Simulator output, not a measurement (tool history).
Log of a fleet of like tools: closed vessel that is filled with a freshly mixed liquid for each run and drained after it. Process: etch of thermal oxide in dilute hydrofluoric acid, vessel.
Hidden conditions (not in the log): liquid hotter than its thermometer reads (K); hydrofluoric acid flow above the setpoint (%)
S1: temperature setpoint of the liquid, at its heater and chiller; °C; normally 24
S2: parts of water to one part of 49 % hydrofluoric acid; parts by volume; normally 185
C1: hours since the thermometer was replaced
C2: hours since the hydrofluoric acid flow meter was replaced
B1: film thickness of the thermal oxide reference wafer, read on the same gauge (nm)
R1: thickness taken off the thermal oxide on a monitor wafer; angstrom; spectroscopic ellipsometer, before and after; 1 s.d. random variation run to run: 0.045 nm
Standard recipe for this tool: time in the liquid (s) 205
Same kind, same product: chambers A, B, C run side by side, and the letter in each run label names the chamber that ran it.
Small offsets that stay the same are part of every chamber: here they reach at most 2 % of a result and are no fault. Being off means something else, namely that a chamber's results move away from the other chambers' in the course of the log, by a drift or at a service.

{"run": "1B", "day": 0.483, "S1": 24, "S2": 185, "time in the liquid (s)": 205, "C1": 1179.5, "C2": 370, "B1": 29.955, "R1": 47.047}
{"run": "2A", "day": 0.933, "S1": 24, "S2": 185, "time in the liquid (s)": 205, "C1": 493.4, "C2": 389.2, "B1": 29.968, "R1": 46.797}
{"run": "3C", "day": 1.388, "S1": 24, "S2": 185, "time in the liquid (s)": 205, "C1": 556.1, "C2": 1614.7, "B1": 29.968, "R1": 46.775}
{"run": "4B", "day": 1.879, "S1": 24, "S2": 185, "time in the liquid (s)": 205, "C1": 1213, "C2": 403.5, "B1": 29.923, "R1": 47.656}
{"run": "5A", "day": 2.262, "S1": 24, "S2": 185, "time in the liquid (s)": 205, "C1": 525.3, "C2": 421.1, "B1": 29.987, "R1": 47.597}
{"run": "6C", "day": 2.604, "S1": 24, "S2": 185, "time in the liquid (s)": 205, "C1": 585.3, "C2": 1643.9, "B1": 29.991, "R1": 47.029}
{"run": "7C", "day": 2.867, "S1": 24, "S2": 185, "time in the liquid (s)": 205, "C1": 591.6, "C2": 1650.2, "B1": 30.037, "R1": 47.445}
{"run": "8B", "day": 3.246, "S1": 24, "S2": 255, "time in the liquid (s)": 290, "C1": 1245.8, "C2": 436.3, "B1": 29.972, "R1": 44.601}
{"run": "9A", "day": 3.679, "S1": 24, "S2": 255, "time in the liquid (s)": 290, "C1": 559.3, "C2": 455.1, "B1": 30.03, "R1": 45.147}
{"run": "10A", "day": 4.112, "S1": 24, "S2": 255, "time in the liquid (s)": 290, "C1": 569.7, "C2": 465.5, "B1": 30.011, "R1": 45.436}
{"run": "11C", "day": 4.358, "S1": 24, "S2": 185, "time in the liquid (s)": 205, "C1": 627.4, "C2": 1686, "B1": 29.995, "R1": 47.722}
{"run": "12B", "day": 4.746, "S1": 24, "S2": 185, "time in the liquid (s)": 205, "C1": 1281.8, "C2": 472.3, "B1": 30.025, "R1": 47.787}
{"run": "13B", "day": 5.092, "S1": 24, "S2": 185, "time in the liquid (s)": 205, "C1": 1290.1, "C2": 480.6, "B1": 29.98, "R1": 46.805}
{"run": "14A", "day": 5.396, "S1": 24, "S2": 185, "time in the liquid (s)": 205, "C1": 600.5, "C2": 496.3, "B1": 29.985, "R1": 48.346}
{"run": "15C", "day": 5.771, "S1": 24, "S2": 185, "time in the liquid (s)": 205, "C1": 661.3, "C2": 1719.9, "B1": 30.022, "R1": 47.254}
{"run": "16A", "day": 5.996, "S1": 24, "S2": 185, "time in the liquid (s)": 205, "C1": 614.9, "C2": 510.7, "B1": 29.964, "R1": 48.455}
{"run": "17B", "day": 6.517, "S1": 24, "S2": 185, "time in the liquid (s)": 205, "C1": 1324.3, "C2": 514.8, "B1": 29.972, "R1": 48.021}
{"run": "18C", "day": 6.988, "S1": 24, "S2": 185, "time in the liquid (s)": 205, "C1": 690.5, "C2": 1749.1, "B1": 30.018, "R1": 46.647}
{"run": "19B", "day": 7.325, "S1": 24, "S2": 185, "time in the liquid (s)": 205, "C1": 1343.7, "C2": 534.2, "B1": 29.955, "R1": 47.927}
{"day": 7.496, "done": "chamber C: hydrofluoric acid flow meter replaced"}
{"run": "20C", "day": 7.638, "S1": 24, "S2": 185, "time in the liquid (s)": 205, "C1": 706.1, "C2": 3.4, "B1": 30.04, "R1": 46.287}
{"day": 7.925, "done": "chamber B: thermometer replaced"}
{"run": "21A", "day": 7.954, "S1": 24, "S2": 185, "time in the liquid (s)": 205, "C1": 661.9, "C2": 557.7, "B1": 29.994, "R1": 49.992}
{"run": "22C", "day": 8.283, "S1": 24, "S2": 185, "time in the liquid (s)": 205, "C1": 721.6, "C2": 18.9, "B1": 29.918, "R1": 45.511}
{"run": "23A", "day": 8.612, "S1": 20.5, "S2": 110, "time in the liquid (s)": 205, "C1": 677.7, "C2": 573.5, "B1": 29.968, "R1": 77.617}
{"run": "24B", "day": 8.842, "S1": 20.5, "S2": 110, "time in the liquid (s)": 205, "C1": 22, "C2": 570.6, "B1": 30.026, "R1": 77.492}
{"run": "25C", "day": 9.304, "S1": 20.5, "S2": 110, "time in the liquid (s)": 205, "C1": 746.1, "C2": 43.4, "B1": 30.016, "R1": 72.867}
{"run": "26B", "day": 9.767, "S1": 24, "S2": 185, "time in the liquid (s)": 205, "C1": 44.2, "C2": 592.8, "B1": 30.008, "R1": 47.426}
{"run": "27A", "day": 10.192, "S1": 24, "S2": 185, "time in the liquid (s)": 205, "C1": 715.6, "C2": 611.4, "B1": 30.011, "R1": 50.742}
{"run": "28C", "day": 10.567, "S1": 24, "S2": 185, "time in the liquid (s)": 205, "C1": 776.4, "C2": 73.7, "B1": 29.956, "R1": 46.202}
{"run": "29B", "day": 10.933, "S1": 24, "S2": 185, "time in the liquid (s)": 205, "C1": 72.2, "C2": 620.8, "B1": 30.033, "R1": 47.607}
{"run": "30A", "day": 11.425, "S1": 24, "S2": 185, "time in the liquid (s)": 205, "C1": 745.2, "C2": 641, "B1": 30.023, "R1": 50.708}
{"run": "31B", "day": 11.742, "S1": 24, "S2": 185, "time in the liquid (s)": 205, "C1": 91.6, "C2": 640.2, "B1": 29.95, "R1": 47.135}
{"run": "32A", "day": 12.058, "S1": 24, "S2": 185, "time in the liquid (s)": 205, "C1": 760.4, "C2": 656.2, "B1": 30.017, "R1": 51.287}
{"run": "33C", "day": 12.338, "S1": 24, "S2": 185, "time in the liquid (s)": 205, "C1": 818.9, "C2": 116.2, "B1": 30.061, "R1": 45.493}
{"run": "34B", "day": 12.829, "S1": 24, "S2": 185, "time in the liquid (s)": 205, "C1": 117.7, "C2": 666.3, "B1": 29.978, "R1": 47.935}
{"run": "35A", "day": 13.283, "S1": 24, "S2": 185, "time in the liquid (s)": 205, "C1": 789.8, "C2": 685.6, "B1": 29.993, "R1": 51.67}
{"run": "36C", "day": 13.612, "S1": 24, "S2": 185, "time in the liquid (s)": 205, "C1": 849.5, "C2": 146.8, "B1": 29.987, "R1": 46.768}
{"run": "37A", "day": 13.875, "S1": 24, "S2": 185, "time in the liquid (s)": 205, "C1": 804, "C2": 699.8, "B1": 29.986, "R1": 51.465}
{"run": "38C", "day": 14.133, "S1": 24, "S2": 185, "time in the liquid (s)": 205, "C1": 862, "C2": 159.3, "B1": 30.019, "R1": 46.017}
{"run": "39B", "day": 14.412, "S1": 24, "S2": 185, "time in the liquid (s)": 205, "C1": 155.7, "C2": 704.3, "B1": 30.003, "R1": 47.763}

All chambers now run identical settings, listed one chamber a line with results as question marks. What results will each chamber show?
{"run": "40A", "day": 14.783, "S1": 24, "S2": 185, "time in the liquid (s)": 205, "R1": "?"}
{"run": "40B", "day": 14.783, "S1": 24, "S2": 185, "time in the liquid (s)": 205, "R1": "?"}
{"run": "40C", "day": 14.783, "S1": 24, "S2": 185, "time in the liquid (s)": 205, "R1": "?"}

run=40A R1=52.845
run=40B R1=46.984
run=40C R1=45.935
